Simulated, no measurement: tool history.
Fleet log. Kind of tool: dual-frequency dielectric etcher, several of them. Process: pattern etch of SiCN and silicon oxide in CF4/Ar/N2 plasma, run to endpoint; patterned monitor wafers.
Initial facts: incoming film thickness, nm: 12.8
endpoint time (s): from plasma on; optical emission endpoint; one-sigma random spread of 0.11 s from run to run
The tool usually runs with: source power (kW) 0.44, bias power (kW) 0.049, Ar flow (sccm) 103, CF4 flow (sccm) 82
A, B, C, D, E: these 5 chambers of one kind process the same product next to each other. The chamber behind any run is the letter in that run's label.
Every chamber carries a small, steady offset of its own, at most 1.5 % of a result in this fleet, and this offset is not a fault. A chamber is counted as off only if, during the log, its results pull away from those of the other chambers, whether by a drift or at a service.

| run | hour | source power (kW) | bias power (kW) | Ar flow (sccm) | CF4 flow (sccm) | endpoint time (s) |
|---|---|---|---|---|---|---|
| 1D | 8.3 | 0.44 | 0.049 | 103 | 82 | 16.603 |
| 2B | 22.3 | 0.44 | 0.049 | 103 | 82 | 16.959 |
| 3C | 32 | 0.44 | 0.049 | 103 | 82 | 16.655 |
| 4E | 40.3 | 0.44 | 0.049 | 103 | 82 | 16.962 |
| 5A | 49.2 | 0.44 | 0.049 | 103 | 82 | 17.004 |
| 6D | 57.1 | 0.44 | 0.049 | 103 | 82 | 16.588 |
| 7A | 68 | 0.44 | 0.049 | 103 | 82 | 16.75 |
| 8C | 75 | 0.44 | 0.049 | 103 | 82 | 16.984 |
| 9B | 81.9 | 0.44 | 0.049 | 103 | 82 | 16.932 |
| 10E | 93.7 | 0.44 | 0.049 | 103 | 82 | 16.84 |
|  | 95.9 | chamber D: wet clean of the chamber |
| 11A | 100.8 | 0.44 | 0.049 | 103 | 82 | 16.904 |
| 12B | 114.8 | 0.44 | 0.049 | 103 | 82 | 17.084 |
|  | 118.6 | chamber E: Ar flow controller replaced |
| 13C | 125.6 | 0.37 | 0.049 | 83 | 82 | 19.059 |
| 14E | 136 | 0.37 | 0.049 | 83 | 82 | 18.724 |
| 15D | 148.5 | 0.37 | 0.049 | 83 | 82 | 18.815 |
| 16D | 159.1 | 0.37 | 0.049 | 83 | 82 | 18.885 |
| 17E | 171.8 | 0.37 | 0.049 | 83 | 82 | 18.995 |
| 18A | 184.7 | 0.44 | 0.049 | 103 | 82 | 16.966 |
| 19B | 196.5 | 0.44 | 0.049 | 103 | 82 | 17.165 |
| 20C | 205.3 | 0.55 | 0.049 | 103 | 68 | 13.913 |
| 21B | 212.1 | 0.55 | 0.049 | 103 | 68 | 14.363 |
| 22E | 221 | 0.55 | 0.049 | 103 | 68 | 14.149 |
| 23A | 234.2 | 0.55 | 0.049 | 103 | 68 | 14.227 |
| 24C | 240.5 | 0.55 | 0.049 | 103 | 68 | 13.819 |
|  | 250.3 | chamber E: wet clean of the chamber |
| 25D | 251.1 | 0.44 | 0.049 | 103 | 82 | 16.498 |
| 26B | 259.9 | 0.44 | 0.049 | 103 | 82 | 17.077 |
| 27E | 271.2 | 0.44 | 0.049 | 103 | 82 | 16.946 |
| 28C | 282.2 | 0.44 | 0.049 | 103 | 82 | 16.373 |
| 29D | 295.9 | 0.44 | 0.049 | 103 | 82 | 16.532 |
| 30A | 306.4 | 0.44 | 0.049 | 103 | 82 | 16.911 |
| 31D | 315.1 | 0.44 | 0.038 | 103 | 82 | 18.104 |
|  | 318.3 | chamber C: wet clean of the chamber |
| 32A | 323.6 | 0.44 | 0.038 | 103 | 82 | 18.214 |
| 33C | 336.7 | 0.44 | 0.038 | 103 | 82 | 17.532 |

Next, every chamber runs the same settings. What will each give?
| 34A | 346.7 | 0.44 | 0.049 | 103 | 82 | ? |
| 34B | 346.7 | 0.44 | 0.049 | 103 | 82 | ? |
| 34C | 346.7 | 0.44 | 0.049 | 103 | 82 | ? |
| 34D | 346.7 | 0.44 | 0.049 | 103 | 82 | ? |
| 34E | 346.7 | 0.44 | 0.049 | 103 | 82 | ? |

| run | endpoint time (s) |
|---|---|
| 34A | 17.27 |
| 34B | 16.793 |
| 34C | 16.393 |
| 34D | 16.588 |
| 34E | 16.868 |
